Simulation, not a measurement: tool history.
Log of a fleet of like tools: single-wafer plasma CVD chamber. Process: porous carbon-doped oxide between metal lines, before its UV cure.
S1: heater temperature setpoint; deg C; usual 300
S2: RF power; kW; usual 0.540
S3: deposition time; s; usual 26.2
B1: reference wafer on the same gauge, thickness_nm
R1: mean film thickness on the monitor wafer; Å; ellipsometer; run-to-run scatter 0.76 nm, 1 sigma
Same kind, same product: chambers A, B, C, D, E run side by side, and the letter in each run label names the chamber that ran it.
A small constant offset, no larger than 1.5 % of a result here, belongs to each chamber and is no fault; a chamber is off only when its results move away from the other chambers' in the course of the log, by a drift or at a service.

run 1A hour=9.3 | S1=300 S2=0.540 S3=26.2 | B1=175.93 | R1=1499.6
run 2D hour=19.0 | S1=300 S2=0.540 S3=26.2 | B1=176.14 | R1=1476.9
run 3E hour=30.5 | S1=300 S2=0.540 S3=26.2 | B1=176.21 | R1=1528.9
-- hour=34.2 chamber D: RF generator calibrated
run 4B hour=40.2 | S1=300 S2=0.540 S3=26.2 | B1=176.14 | R1=1506.2
run 5C hour=52.6 | S1=300 S2=0.540 S3=26.2 | B1=176.02 | R1=1477.0
run 6E hour=63.8 | S1=300 S2=0.540 S3=26.2 | B1=175.76 | R1=1514.3
run 7A hour=71.9 | S1=300 S2=0.540 S3=26.2 | B1=175.92 | R1=1486.9
run 8D hour=84.2 | S1=300 S2=0.540 S3=26.2 | B1=176.06 | R1=1484.0
run 9C hour=96.1 | S1=300 S2=0.540 S3=26.2 | B1=175.92 | R1=1470.8
run 10B hour=104.3 | S1=300 S2=0.540 S3=26.2 | B1=175.99 | R1=1493.1
run 11D hour=114.1 | S1=300 S2=0.540 S3=26.2 | B1=175.93 | R1=1495.3
run 12C hour=124.9 | S1=300 S2=0.540 S3=26.2 | B1=176.01 | R1=1464.0
run 13E hour=133.3 | S1=300 S2=0.540 S3=26.2 | B1=176.06 | R1=1530.0
run 14A hour=140.3 | S1=300 S2=0.540 S3=26.2 | B1=175.89 | R1=1478.4
run 15B hour=149.9 | S1=300 S2=0.540 S3=26.2 | B1=176.10 | R1=1511.0
run 16D hour=158.0 | S1=300 S2=0.540 S3=26.2 | B1=176.25 | R1=1493.0
run 17B hour=169.6 | S1=300 S2=0.540 S3=26.2 | B1=175.76 | R1=1492.8
run 18E hour=175.4 | S1=300 S2=0.540 S3=26.2 | B1=175.91 | R1=1521.6
run 19A hour=182.0 | S1=300 S2=0.540 S3=26.2 | B1=176.18 | R1=1485.8
run 20C hour=188.9 | S1=300 S2=0.540 S3=26.2 | B1=175.88 | R1=1471.3
run 21C hour=194.3 | S1=300 S2=0.540 S3=26.2 | B1=175.88 | R1=1480.9
-- hour=195.8 chamber C: RF generator calibrated
run 22B hour=204.3 | S1=300 S2=0.540 S3=26.2 | B1=176.14 | R1=1492.9
run 23D hour=213.8 | S1=300 S2=0.540 S3=26.2 | B1=175.97 | R1=1485.7
run 24A hour=224.0 | S1=300 S2=0.540 S3=26.2 | B1=176.02 | R1=1481.4
run 25E hour=233.1 | S1=300 S2=0.540 S3=26.2 | B1=176.15 | R1=1516.4
run 26A hour=242.0 | S1=300 S2=0.540 S3=26.2 | B1=175.79 | R1=1481.8
run 27C hour=252.9 | S1=300 S2=0.540 S3=26.2 | B1=176.29 | R1=1471.4
run 28D hour=261.5 | S1=300 S2=0.540 S3=26.2 | B1=176.13 | R1=1481.9
run 29E hour=271.2 | S1=300 S2=0.540 S3=26.2 | B1=175.95 | R1=1525.7
run 30B hour=283.4 | S1=300 S2=0.540 S3=26.2 | B1=176.08 | R1=1464.6
run 31B hour=290.7 | S1=300 S2=0.540 S3=24.1 | B1=176.20 | R1=1338.2
run 32A hour=297.4 | S1=300 S2=0.540 S3=24.1 | B1=175.79 | R1=1362.2
run 33D hour=307.6 | S1=300 S2=0.540 S3=24.1 | B1=176.01 | R1=1370.2
run 34E hour=314.5 | S1=300 S2=0.540 S3=24.1 | B1=175.94 | R1=1404.9
run 35C hour=320.2 | S1=300 S2=0.540 S3=24.1 | B1=175.81 | R1=1361.4
run 36A hour=331.7 | S1=300 S2=0.540 S3=26.2 | B1=175.89 | R1=1493.6
run 37C hour=338.8 | S1=300 S2=0.540 S3=26.2 | B1=176.04 | R1=1482.1
run 38B hour=348.0 | S1=300 S2=0.480 S3=23.9 | B1=175.90 | R1=1217.4
run 39E hour=353.8 | S1=300 S2=0.480 S3=23.9 | B1=176.06 | R1=1293.7
run 40D hour=361.2 | S1=300 S2=0.480 S3=23.9 | B1=175.86 | R1=1259.3
run 41E hour=367.8 | S1=300 S2=0.480 S3=23.9 | B1=176.21 | R1=1273.7
run 42B hour=375.1 | S1=300 S2=0.480 S3=23.9 | B1=176.04 | R1=1212.7
-- hour=375.8 chamber C: thermocouple changed; heater temperature recalibrated
run 43C hour=386.9 | S1=300 S2=0.540 S3=28.3 | B1=176.11 | R1=1605.0

What goes on in this fleet: one chamber off, a drifting gauge, or nothing beyond the chambers' own small offsets? Name the chamber and the cause, if any.

One chamber, B, drifts off from the rest bit by bit.
Most likely cause: delivered RF power below the setpoint (%) = 7.58.

Below are 4 candidate recipes for chamber B's next run, each the usual settings with a change, their results shown as question marks. Which of them brings B's results back in line with what the other chambers give on the usual settings?
In-line tolerance around the mean of the other chambers on the usual settings: R1 27.0 Å
run 44B-1 hour=395.9 | S1=302 S2=0.540 S3=26.2 | R1=?
run 44B-2 hour=395.9 | S1=300 S2=0.575 S3=26.2 | R1=?
run 44B-3 hour=395.9 | S1=300 S2=0.545 S3=26.4 | R1=?
run 44B-4 hour=395.9 | S1=301 S2=0.530 S3=25.5 | R1=?

The mean the other chambers reach with the usual settings: R1 1492.8 Å
run=44B-1 R1=1412.9
run=44B-2 R1=1489.8
run=44B-3 R1=1448.3
run=44B-4 R1=1366.8
With 44B-2, the chamber falls back in line with the rest.
